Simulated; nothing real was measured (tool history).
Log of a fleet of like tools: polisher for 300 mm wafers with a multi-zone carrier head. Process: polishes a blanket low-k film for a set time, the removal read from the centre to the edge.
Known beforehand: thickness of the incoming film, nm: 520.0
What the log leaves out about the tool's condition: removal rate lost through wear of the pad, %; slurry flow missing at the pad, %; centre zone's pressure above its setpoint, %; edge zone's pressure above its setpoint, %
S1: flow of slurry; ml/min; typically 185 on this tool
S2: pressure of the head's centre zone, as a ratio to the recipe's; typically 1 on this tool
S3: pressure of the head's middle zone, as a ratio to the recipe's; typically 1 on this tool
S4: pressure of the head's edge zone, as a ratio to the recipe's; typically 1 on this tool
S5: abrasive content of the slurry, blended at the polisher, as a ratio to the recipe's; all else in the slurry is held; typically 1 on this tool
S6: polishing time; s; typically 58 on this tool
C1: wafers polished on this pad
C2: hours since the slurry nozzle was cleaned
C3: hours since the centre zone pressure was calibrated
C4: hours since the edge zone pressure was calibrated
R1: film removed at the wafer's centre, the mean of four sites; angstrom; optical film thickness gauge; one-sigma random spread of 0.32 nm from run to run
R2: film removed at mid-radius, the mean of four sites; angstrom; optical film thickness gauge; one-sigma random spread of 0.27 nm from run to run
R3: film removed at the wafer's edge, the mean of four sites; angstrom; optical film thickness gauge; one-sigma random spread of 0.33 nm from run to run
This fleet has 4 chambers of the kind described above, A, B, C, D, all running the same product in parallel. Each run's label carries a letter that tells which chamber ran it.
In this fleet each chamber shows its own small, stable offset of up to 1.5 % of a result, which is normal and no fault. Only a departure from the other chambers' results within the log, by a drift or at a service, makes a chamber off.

{"run": "1C", "hour": 2.2, "S1": 185, "S2": 1, "S3": 1, "S4": 1, "S5": 1, "S6": 58, "C1": 246, "C2": 724.7, "C3": 818.5, "C4": 729.8, "R1": 254.88, "R2": 251.7, "R3": 259.67}
{"run": "2D", "hour": 6.8, "S1": 185, "S2": 1, "S3": 1, "S4": 1, "S5": 1, "S6": 58, "C1": 703, "C2": 101.7, "C3": 207.8, "C4": 1130.1, "R1": 252.18, "R2": 254.4, "R3": 256.42}
{"hour": 8.8, "done": "chamber A: edge zone pressure recalibrated"}
{"run": "3A", "hour": 11.3, "S1": 185, "S2": 1, "S3": 1, "S4": 1, "S5": 1, "S6": 58, "C1": 913, "C2": 255.4, "C3": 354, "C4": 2.6, "R1": 252.88, "R2": 252.6, "R3": 251.83}
{"run": "4B", "hour": 13.8, "S1": 185, "S2": 1, "S3": 1, "S4": 1, "S5": 1, "S6": 58, "C1": 1183, "C2": 582.7, "C3": 961, "C4": 716.2, "R1": 254.71, "R2": 250.42, "R3": 253.9}
{"hour": 15.2, "done": "chamber A: worn pad replaced by a new one"}
{"run": "5C", "hour": 16.8, "S1": 185, "S2": 1, "S3": 1, "S4": 1, "S5": 1, "S6": 58, "C1": 382, "C2": 739.3, "C3": 833.1, "C4": 744.4, "R1": 256.26, "R2": 254.36, "R3": 262.18}
{"hour": 18.6, "done": "chamber B: worn pad replaced by a new one"}
{"run": "6A", "hour": 20.3, "S1": 185, "S2": 1, "S3": 1, "S4": 1, "S5": 1, "S6": 58, "C1": 48, "C2": 264.4, "C3": 363, "C4": 11.6, "R1": 249.43, "R2": 253.03, "R3": 251.96}
{"hour": 21.8, "done": "chamber C: centre zone pressure recalibrated"}
{"run": "7D", "hour": 23.6, "S1": 185, "S2": 1.08, "S3": 1, "S4": 0.93, "S5": 1, "S6": 58, "C1": 859, "C2": 118.5, "C3": 224.6, "C4": 1146.9, "R1": 268.39, "R2": 255.7, "R3": 239.63}
{"run": "8B", "hour": 26.5, "S1": 185, "S2": 1.08, "S3": 1, "S4": 0.93, "S5": 1, "S6": 58, "C1": 74, "C2": 595.4, "C3": 973.7, "C4": 728.9, "R1": 280.29, "R2": 250.51, "R3": 246.32}
{"run": "9A", "hour": 31.3, "S1": 185, "S2": 1.08, "S3": 1, "S4": 0.93, "S5": 1, "S6": 58, "C1": 149, "C2": 275.4, "C3": 374, "C4": 22.6, "R1": 268.31, "R2": 249.53, "R3": 238.51}
{"run": "10B", "hour": 33.5, "S1": 185, "S2": 1.08, "S3": 1, "S4": 0.93, "S5": 1, "S6": 58, "C1": 138, "C2": 602.4, "C3": 980.7, "C4": 735.9, "R1": 275.08, "R2": 254.03, "R3": 242.74}
{"run": "11D", "hour": 36.3, "S1": 185, "S2": 1, "S3": 1, "S4": 1, "S5": 1, "S6": 58, "C1": 976, "C2": 131.2, "C3": 237.3, "C4": 1159.6, "R1": 255.56, "R2": 258.85, "R3": 251.97}
{"hour": 38.9, "done": "chamber D: edge zone pressure recalibrated"}
{"run": "12C", "hour": 40.8, "S1": 185, "S2": 1, "S3": 1, "S4": 1, "S5": 1, "S6": 58, "C1": 604, "C2": 763.3, "C3": 19.1, "C4": 768.4, "R1": 251.12, "R2": 254.89, "R3": 259.75}
{"run": "13C", "hour": 45.6, "S1": 185, "S2": 1, "S3": 1, "S4": 1, "S5": 1, "S6": 58, "C1": 648, "C2": 768.1, "C3": 23.9, "C4": 773.2, "R1": 255.53, "R2": 247.51, "R3": 249.48}
{"hour": 48.8, "done": "chamber B: centre zone pressure recalibrated"}
{"run": "14D", "hour": 49.6, "S1": 185, "S2": 1, "S3": 0.9, "S4": 1, "S5": 1, "S6": 58, "C1": 1099, "C2": 144.5, "C3": 250.6, "C4": 10.8, "R1": 255.77, "R2": 232.6, "R3": 252.12}
{"hour": 51.7, "done": "chamber D: worn pad replaced by a new one"}
{"run": "15A", "hour": 53.4, "S1": 185, "S2": 1, "S3": 0.9, "S4": 1, "S5": 1, "S6": 58, "C1": 354, "C2": 297.5, "C3": 396.1, "C4": 44.7, "R1": 250.69, "R2": 227.58, "R3": 251.07}
{"run": "16B", "hour": 57.2, "S1": 185, "S2": 1, "S3": 0.9, "S4": 1, "S5": 1, "S6": 58, "C1": 358, "C2": 626.1, "C3": 8.5, "C4": 759.6, "R1": 252.02, "R2": 232.88, "R3": 253.2}
{"run": "17A", "hour": 60.4, "S1": 185, "S2": 1, "S3": 0.9, "S4": 1, "S5": 1, "S6": 58, "C1": 419, "C2": 304.5, "C3": 403.1, "C4": 51.7, "R1": 255.52, "R2": 229.92, "R3": 250.96}
{"run": "18C", "hour": 64.6, "S1": 185, "S2": 1, "S3": 1, "S4": 1, "S5": 1, "S6": 58, "C1": 824, "C2": 787.1, "C3": 42.9, "C4": 792.2, "R1": 256.97, "R2": 247.95, "R3": 252.42}
{"hour": 65.6, "done": "chamber C: worn pad replaced by a new one"}
{"run": "19D", "hour": 68.3, "S1": 185, "S2": 1, "S3": 1, "S4": 1, "S5": 1, "S6": 58, "C1": 153, "C2": 163.2, "C3": 269.3, "C4": 29.5, "R1": 259.07, "R2": 256.83, "R3": 254.01}
{"run": "20B", "hour": 72.6, "S1": 185, "S2": 1, "S3": 1, "S4": 1, "S5": 1, "S6": 58, "C1": 500, "C2": 641.5, "C3": 23.9, "C4": 775, "R1": 255.54, "R2": 250.9, "R3": 257.68}
{"run": "21A", "hour": 77.5, "S1": 185, "S2": 1, "S3": 1, "S4": 1, "S5": 1, "S6": 58, "C1": 577, "C2": 321.6, "C3": 420.2, "C4": 68.8, "R1": 248.79, "R2": 252.43, "R3": 255.03}
{"run": "22D", "hour": 81.1, "S1": 185, "S2": 1, "S3": 1, "S4": 1, "S5": 1, "S6": 58, "C1": 272, "C2": 176, "C3": 282.1, "C4": 42.3, "R1": 253.72, "R2": 250.98, "R3": 251.01}
{"run": "23C", "hour": 85.1, "S1": 185, "S2": 1, "S3": 1, "S4": 1, "S5": 1, "S6": 58, "C1": 181, "C2": 807.6, "C3": 63.4, "C4": 812.7, "R1": 252.02, "R2": 250.34, "R3": 253.97}
{"hour": 87.4, "done": "chamber B: slurry nozzle cleaned"}
{"run": "24B", "hour": 89.7, "S1": 185, "S2": 1, "S3": 1, "S4": 1, "S5": 1, "S6": 58, "C1": 659, "C2": 2.4, "C3": 41, "C4": 792.1, "R1": 250.69, "R2": 254.03, "R3": 261.84}
{"run": "25B", "hour": 93.1, "S1": 185, "S2": 1, "S3": 1, "S4": 1, "S5": 1, "S6": 58, "C1": 690, "C2": 5.8, "C3": 44.4, "C4": 795.5, "R1": 255.84, "R2": 250.99, "R3": 253.59}
{"run": "26C", "hour": 96.0, "S1": 185, "S2": 1, "S3": 1, "S4": 1, "S5": 1, "S6": 58, "C1": 282, "C2": 818.5, "C3": 74.3, "C4": 823.6, "R1": 253.79, "R2": 251.37, "R3": 256.42}
{"run": "27D", "hour": 98.8, "S1": 185, "S2": 1, "S3": 1, "S4": 1, "S5": 1, "S6": 58, "C1": 436, "C2": 193.7, "C3": 299.8, "C4": 60, "R1": 250.59, "R2": 254.69, "R3": 253.39}
{"run": "28A", "hour": 103.2, "S1": 185, "S2": 1.08, "S3": 0.89, "S4": 1, "S5": 1, "S6": 58, "C1": 815, "C2": 347.3, "C3": 445.9, "C4": 94.5, "R1": 272.18, "R2": 224.46, "R3": 253.77}
{"run": "29C", "hour": 106.2, "S1": 185, "S2": 1.08, "S3": 0.89, "S4": 1, "S5": 1, "S6": 58, "C1": 376, "C2": 828.7, "C3": 84.5, "C4": 833.8, "R1": 276.9, "R2": 223.53, "R3": 259.39}
{"run": "30D", "hour": 110.4, "S1": 185, "S2": 1.08, "S3": 0.89, "S4": 1, "S5": 1, "S6": 58, "C1": 543, "C2": 205.3, "C3": 311.4, "C4": 71.6, "R1": 281.37, "R2": 230.34, "R3": 251.85}
{"run": "31B", "hour": 113.4, "S1": 185, "S2": 1.08, "S3": 0.89, "S4": 1, "S5": 1, "S6": 58, "C1": 878, "C2": 26.1, "C3": 64.7, "C4": 815.8, "R1": 277.42, "R2": 226.41, "R3": 257.56}

All 4 chambers run these settings next. Forecast each chamber's results:
{"run": "32A", "hour": 117.0, "S1": 185, "S2": 1, "S3": 1, "S4": 1, "S5": 1, "S6": 58, "R1": "?", "R2": "?", "R3": "?"}
{"run": "32B", "hour": 117.0, "S1": 185, "S2": 1, "S3": 1, "S4": 1, "S5": 1, "S6": 58, "R1": "?", "R2": "?", "R3": "?"}
{"run": "32C", "hour": 117.0, "S1": 185, "S2": 1, "S3": 1, "S4": 1, "S5": 1, "S6": 58, "R1": "?", "R2": "?", "R3": "?"}
{"run": "32D", "hour": 117.0, "S1": 185, "S2": 1, "S3": 1, "S4": 1, "S5": 1, "S6": 58, "R1": "?", "R2": "?", "R3": "?"}

run=32A R1=250.27 R2=249.05 R3=250.18
run=32B R1=248.31 R2=253.03 R3=256.75
run=32C R1=252.62 R2=249.04 R3=256.71
run=32D R1=252.52 R2=254.02 R3=253.37

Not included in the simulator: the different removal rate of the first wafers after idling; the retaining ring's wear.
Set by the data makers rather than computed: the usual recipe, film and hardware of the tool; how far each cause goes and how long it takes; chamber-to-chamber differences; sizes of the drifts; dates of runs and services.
